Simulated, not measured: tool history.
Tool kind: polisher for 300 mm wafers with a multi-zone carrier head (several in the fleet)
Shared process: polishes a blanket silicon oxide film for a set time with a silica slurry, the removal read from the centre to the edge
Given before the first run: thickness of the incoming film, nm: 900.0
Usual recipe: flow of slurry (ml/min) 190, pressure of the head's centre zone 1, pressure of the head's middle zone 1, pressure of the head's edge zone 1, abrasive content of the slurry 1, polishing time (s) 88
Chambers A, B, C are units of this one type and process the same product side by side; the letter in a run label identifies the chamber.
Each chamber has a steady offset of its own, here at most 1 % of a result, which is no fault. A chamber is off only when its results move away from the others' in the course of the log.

run	hour	flow of slurry (ml/min)	pressure of the head's centre zone	pressure of the head's middle zone	pressure of the head's edge zone	abrasive content of the slurry	polishing time (s)	film removed at the wafer's centre (angstrom)	film removed at mid-radius (angstrom)	film removed at the wafer's edge (angstrom)
# hour 4.1: chamber C: slurry nozzle cleaned
1B	13	190	1	1	1	1	88	2008	2003.1	1991.4
# hour 20.3: chamber A: worn pad replaced by a new one
2C	20.5	190	1	1	1	1	88	2012.5	1957.4	2026.3
3A	30	190	1	1	1	1	88	2031.2	2014.1	1993.5
# hour 38.7: chamber B: worn pad replaced by a new one
4C	44.7	190	1	1	1	1	88	2028.8	1970.5	2019.6
# hour 47.8: chamber C: worn pad replaced by a new one
5B	52.8	190	1	1	1	1	88	2011	1988.7	1957.1
# hour 61.5: chamber B: slurry nozzle cleaned
6A	63.2	190	1	1	1	1	88	2050.2	2032.3	1990.5
7C	76.8	190	1	1	1	1	88	2044.6	1979	2062.3
8B	83.4	190	1	1	1	1	88	2026.7	2037.3	2002.1
# hour 85.8: chamber C: centre zone pressure recalibrated
9A	96.3	190	1	1	1	1	88	2005.4	1992.1	2016.5
10B	107.8	190	1	1	1	1	88	2031.1	1980.7	1980.9
# hour 109.9: chamber A: worn pad replaced by a new one
11A	119.8	190	1	1	1	1	88	2035.3	2045	1985.4
# hour 125.1: chamber B: worn pad replaced by a new one
# hour 129.5: chamber C: worn pad replaced by a new one
12C	133.4	190	1	1	1	1	88	2031.4	2033.4	2024.1
13B	147	190	1	1	1	1	88	1996.8	1989.4	2001.8
14C	156.4	190	1	1	1	1	88	2016.6	2040.1	2017.9
15A	167.3	190	1	1	1	1	88	2056.8	2062	1981.2
16C	180.6	190	1	1	1	1	88	1995.2	1977.1	2003.9
# hour 183.6: chamber A: worn pad replaced by a new one
17B	187.3	190	1	1	1	1	88	2041.2	2020.7	1966.4
# hour 193.3: chamber B: edge zone pressure recalibrated
18A	201.7	190	1	1	1	1	88	2045.8	1978.5	2001.4
# hour 205.5: chamber C: worn pad replaced by a new one
19C	213.2	190	1	1	1	1	88	2021.2	2026.3	2018.4
# hour 216.3: chamber B: worn pad replaced by a new one
# hour 221.5: chamber B: centre zone pressure recalibrated
20B	223.3	190	1	1	1	1	88	1846	2041.3	2008.7
21A	236.6	190	1.07	1	1	1	64	1571.5	1459.7	1450.7
22A	245.6	190	1.07	1	1	1	64	1584.2	1451.7	1461.9
23B	260.4	190	1.07	1	1	1	64	1446.9	1475.2	1457.9
# hour 267.3: chamber A: worn pad replaced by a new one
24C	271.4	190	0.94	1	1	1	88	1900.4	2003.6	1979.3
# hour 275.1: chamber C: worn pad replaced by a new one
# hour 280.6: chamber C: edge zone pressure recalibrated
25A	283.5	190	0.94	1	1	1	88	1905.1	2014.4	1988.8
26B	290.9	190	0.94	1	1	1	88	1708.9	1983.5	1968.9
# hour 296.7: chamber B: slurry nozzle cleaned
27C	298	190	1	1	1	1	88	2004.1	1969.3	1984.3
28C	311.3	190	1	1	1	1	88	2007.9	1976.1	2029.5
# hour 312.8: chamber B: worn pad replaced by a new one
29A	318.6	190	1	1	1	1	88	2055.5	2019.7	2031.3
30B	328.8	190	1	1	1	1	88	1831.7	2043.6	1975.6
31B	337.6	190	1	1	1.09	1	88	1869.8	2029.7	2070.6
# hour 346.5: chamber A: worn pad replaced by a new one
32C	351.8	190	1	1	1.09	1	88	1983.5	1970.8	2124.1
# hour 352.1: chamber C: worn pad replaced by a new one
33A	361.1	190	1	1	1.09	1	88	2057	2011.2	2114.4
34C	369.9	190	1	1	1	1	88	2004.3	2035.3	2013
35B	378.2	190	1	1	1	1	88	1825	2029.8	1969.7
# hour 386.9: chamber A: slurry nozzle cleaned
36A	390.4	190	1	1	1	1	88	2039.9	1997.3	2012.8

All 3 chambers run these settings next. Forecast each chamber's results:
37A	401.1	190	1.04	1	1	1	88	?	?	?
37B	401.1	190	1.04	1	1	1	88	?	?	?
37C	401.1	190	1.04	1	1	1	88	?	?	?

run	film removed at the wafer's centre (angstrom)	film removed at mid-radius (angstrom)	film removed at the wafer's edge (angstrom)
37A	2133.8	2008.9	2004.7
37B	1929	2005.6	2008.7
37C	2104.8	2015.5	2029.4

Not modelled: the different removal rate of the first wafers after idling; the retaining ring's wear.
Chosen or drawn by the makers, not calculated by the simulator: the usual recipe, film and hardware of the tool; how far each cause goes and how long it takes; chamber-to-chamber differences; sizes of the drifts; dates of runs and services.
